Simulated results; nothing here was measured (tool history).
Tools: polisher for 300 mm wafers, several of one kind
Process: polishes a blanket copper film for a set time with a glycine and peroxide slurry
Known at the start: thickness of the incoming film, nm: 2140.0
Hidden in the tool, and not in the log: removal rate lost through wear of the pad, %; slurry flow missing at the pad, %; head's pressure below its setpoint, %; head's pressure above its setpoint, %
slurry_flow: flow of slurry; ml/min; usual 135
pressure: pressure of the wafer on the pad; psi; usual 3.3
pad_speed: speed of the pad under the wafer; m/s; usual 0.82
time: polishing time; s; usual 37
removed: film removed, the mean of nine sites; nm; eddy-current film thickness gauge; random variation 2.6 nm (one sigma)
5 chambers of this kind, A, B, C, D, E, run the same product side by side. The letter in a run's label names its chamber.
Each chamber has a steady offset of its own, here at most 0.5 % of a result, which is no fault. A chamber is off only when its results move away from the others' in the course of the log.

run,hour,slurry_flow,pressure,pad_speed,time,wafers polished on this pad,hours since the slurry nozzle was cleaned,hours since the head pressure was calibrated,removed
1A,14,135,3.3,0.82,37,1130,124.7,821.7,201.55
# hour 14.1: chamber B: worn pad replaced by a new one
2D,26.1,135,3.3,0.82,37,448,916.4,303.5,203.7
# hour 29.7: chamber A: worn pad replaced by a new one
3E,33.7,135,3.3,0.82,37,958,399.9,113.7,198.9
# hour 39.2: chamber C: worn pad replaced by a new one
# hour 39.9: chamber D: head pressure recalibrated
4C,43.6,135,3.3,0.82,37,58,147.6,1031,206.04
5B,55.2,135,3.3,0.82,37,540,308.9,158.3,200.57
# hour 59.5: chamber D: worn pad replaced by a new one
6C,68.1,135,3.3,0.82,37,379,172.1,1055.5,202.64
7E,76.2,135,3.3,0.82,37,1516,442.4,156.2,197.65
# hour 76.8: chamber D: slurry nozzle cleaned
# hour 81.5: chamber C: slurry nozzle cleaned
8A,88.8,135,3.3,0.82,37,776,199.5,896.5,199.54
9B,95.2,135,3.3,0.82,37,1065,348.9,198.3,199.43
10D,102.4,135,3.3,0.82,37,564,25.6,62.5,195.45
11E,112.2,135,3.3,0.82,37,1989,478.4,192.2,200.24
# hour 113.6: chamber B: worn pad replaced by a new one
# hour 117: chamber C: worn pad replaced by a new one
12C,125.8,135,3.3,0.82,37,115,44.4,1113.2,202.58
# hour 126.6: chamber D: worn pad replaced by a new one
# hour 129.8: chamber A: worn pad replaced by a new one
13B,136,135,3.3,0.82,37,294,389.7,239.1,202.06
14D,147.1,135,3.3,0.82,37,270,70.3,107.2,201.92
# hour 153.5: chamber B: slurry nozzle cleaned
15A,161.1,135,3.3,0.82,37,411,271.8,968.8,199.1
# hour 162.3: chamber E: slurry nozzle cleaned
16A,168,135,3.3,0.82,37,501,278.7,975.7,194.17
# hour 169.6: chamber A: head pressure recalibrated
17B,181.7,135,3.3,0.82,37,894,28.2,284.8,200.53
18C,191.9,135,3.9,0.72,37,984,110.5,1179.3,211.12
# hour 195.6: chamber C: worn pad replaced by a new one
# hour 200.9: chamber D: worn pad replaced by a new one
19E,203.6,135,3.9,0.72,37,3189,41.3,283.6,199.09
# hour 213.2: chamber B: worn pad replaced by a new one
20D,216.3,135,3.9,0.72,37,202,139.5,176.4,205.72
# hour 216.6: chamber A: slurry nozzle cleaned
# hour 227: chamber A: worn pad replaced by a new one
21A,228,135,3.9,0.72,37,13,11.4,58.5,203.72
22B,235.8,135,3.9,0.72,37,296,82.3,338.9,211.15
23E,244.1,135,3.3,0.82,37,3721,81.8,324.1,189.14
24C,252.8,135,3.3,0.82,37,751,171.4,1240.2,198.86
25D,266.8,135,3.3,0.82,37,865,190,226.9,201.97
26C,280,135,3.3,0.82,37,1108,198.6,1267.4,198.65
# hour 282.3: chamber D: worn pad replaced by a new one
# hour 283: chamber C: worn pad replaced by a new one
27A,287.8,135,3.3,0.82,37,799,71.2,118.3,205.91
28B,298.1,135,3.3,1.02,37,1115,144.6,401.2,242.14
29E,308.3,135,3.3,1.02,37,4565,146,388.3,225.85
# hour 315.6: chamber C: slurry nozzle cleaned
30D,316.4,135,3.3,1.02,37,448,239.6,276.5,239.78
# hour 321.2: chamber B: worn pad replaced by a new one
# hour 328.3: chamber A: worn pad replaced by a new one
31C,329.4,135,3.3,1.02,37,609,13.8,1316.8,239.54
32D,340.6,135,3.3,1.02,37,766,263.8,300.7,241.69
33E,348.3,135,3.3,0.82,37,5090,186,428.3,179.71
34A,361.8,135,3.3,0.82,37,440,145.2,192.3,201.78
35B,368.8,135,3.3,0.82,37,625,215.3,471.9,203.27
36E,380.6,135,3.3,0.82,37,5514,218.3,460.6,175.11

Next, every chamber runs the same settings. What will each give?
37A,390.9,135,3.3,0.82,37,,,,?
37B,390.9,135,3.3,0.82,37,,,,?
37C,390.9,135,3.3,0.82,37,,,,?
37D,390.9,135,3.3,0.82,37,,,,?
37E,390.9,135,3.3,0.82,37,,,,?

run,removed
37A,203.71
37B,203.08
37C,200.56
37D,200.94
37E,178.73

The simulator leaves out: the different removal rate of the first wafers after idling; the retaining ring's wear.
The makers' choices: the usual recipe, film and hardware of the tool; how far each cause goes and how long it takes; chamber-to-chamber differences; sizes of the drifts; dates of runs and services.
